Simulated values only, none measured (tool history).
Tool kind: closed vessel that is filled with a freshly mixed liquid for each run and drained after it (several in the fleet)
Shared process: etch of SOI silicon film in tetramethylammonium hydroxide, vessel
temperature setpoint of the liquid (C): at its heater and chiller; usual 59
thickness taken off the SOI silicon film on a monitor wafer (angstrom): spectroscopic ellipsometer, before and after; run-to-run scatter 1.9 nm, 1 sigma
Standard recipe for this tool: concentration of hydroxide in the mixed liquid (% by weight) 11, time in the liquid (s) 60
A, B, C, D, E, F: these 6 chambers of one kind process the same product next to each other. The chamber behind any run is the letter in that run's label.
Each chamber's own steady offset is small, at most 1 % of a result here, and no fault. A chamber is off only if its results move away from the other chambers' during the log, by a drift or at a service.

run	hour	temperature setpoint of the liquid (C)	concentration of hydroxide in the mixed liquid (% by weight)	time in the liquid (s)	read-back film thickness of the SOI silicon film reference wafer, read on the same gauge (nm)	thickness taken off the SOI silicon film on a monitor wafer (angstrom)
1A	3.7	59	11	60	79.969	2149.1
2B	6.5	59	11	60	79.971	2145.8
3F	9	59	11	60	79.968	2137.3
4C	13.6	59	11	60	79.983	2208.6
5D	17.2	59	11	60	80.018	2161.2
6E	22.8	59	11	60	80.007	2167.3
7C	28.1	59	11	60	79.997	2174.1
8F	32	66.5	7.5	60	80.01	3861.9
9D	34.8	66.5	7.5	60	80.007	3886.4
10B	37.5	66.5	7.5	60	80.001	3915.3
11A	41.4	66.5	7.5	60	80.022	3943.7
12E	45.6	66.5	7.5	60	80.008	3877.4
13F	50.3	66.5	7.5	60	79.985	3879.7
14C	54	59	11	60	80.006	2201.1
15E	57.2	59	11	60	80.009	2176.7
16B	61.2	59	11	60	79.989	2140.7
17D	66.5	59	11	60	80.007	2178.4
18A	71	59	11	60	80.007	2175.6
19D	73.9	55.5	11	30	79.987	878.37
20A	78.4	55.5	11	30	80.007	866.05
21C	82.1	55.5	11	30	79.984	878.42
22E	85.6	55.5	11	30	80	887.35
23B	88.5	55.5	11	30	80.006	870.28
24F	91.2	55.5	11	30	80.003	867.45
25A	96.7	59	11	60	80.013	2172.9
26B	102.2	59	11	60	80.018	2121.5
27E	106.9	59	11	60	79.998	2242.2
28D	112.7	59	11	60	80.002	2143.8
29F	118.2	59	11	60	79.99	2115.4
30C	121.6	59	11	60	79.963	2190.9
# hour 122.2: chamber E: hydroxide flow meter replaced
31F	125.6	59	11	60	80.025	2184.7
32D	129.4	62.5	11	60	79.996	2657.1
33C	133.1	62.5	11	60	79.972	2704.5
34B	136.4	62.5	11	60	80.005	2690.2
35E	141.6	62.5	11	60	80.023	2879.8
36A	146.5	62.5	11	60	79.987	2706.1
37A	149.6	62.5	11	60	79.98	2748.4
38D	152.8	59	11	60	80.002	2160.4
39B	156.4	59	11	60	79.999	2116.8
40E	160.3	59	11	60	80.022	2389.8
41C	164.2	59	11	60	80.015	2197.3
42F	167.5	59	11	60	79.992	2176.3
43D	172.1	59	11	60	80.025	2154.9

Which is it: a chamber that has drifted or been left off by a service, a gauge drift common to all chambers, or only each chamber's usual small offset? If a chamber is off, name it and its likeliest cause.

One chamber, E, drifts off from the rest bit by bit.
Most likely cause: liquid hotter than its thermometer reads (K) = 1.85.

Here are 4 candidates for chamber E's next run, each the usual settings with a change, their results left as question marks. Which one brings its results back in line with what the others give on the usual settings?
In line means no further than this from the other chambers' mean on the usual settings: thickness taken off the SOI silicon film on a monitor wafer (angstrom) 68
44E-1	176.3	62	10.5	60		?
44E-2	176.3	55.5	11	60		?
44E-3	176.3	59.5	11	65		?
44E-4	176.3	57	11	60		?

The other chambers' mean on the usual settings: thickness taken off the SOI silicon film on a monitor wafer (angstrom) 2163.9
run	thickness taken off the SOI silicon film on a monitor wafer (angstrom)
44E-1	2937.8
44E-2	1937.4
44E-3	2691.6
44E-4	2128.1
44E-4 brings the chamber back in line.
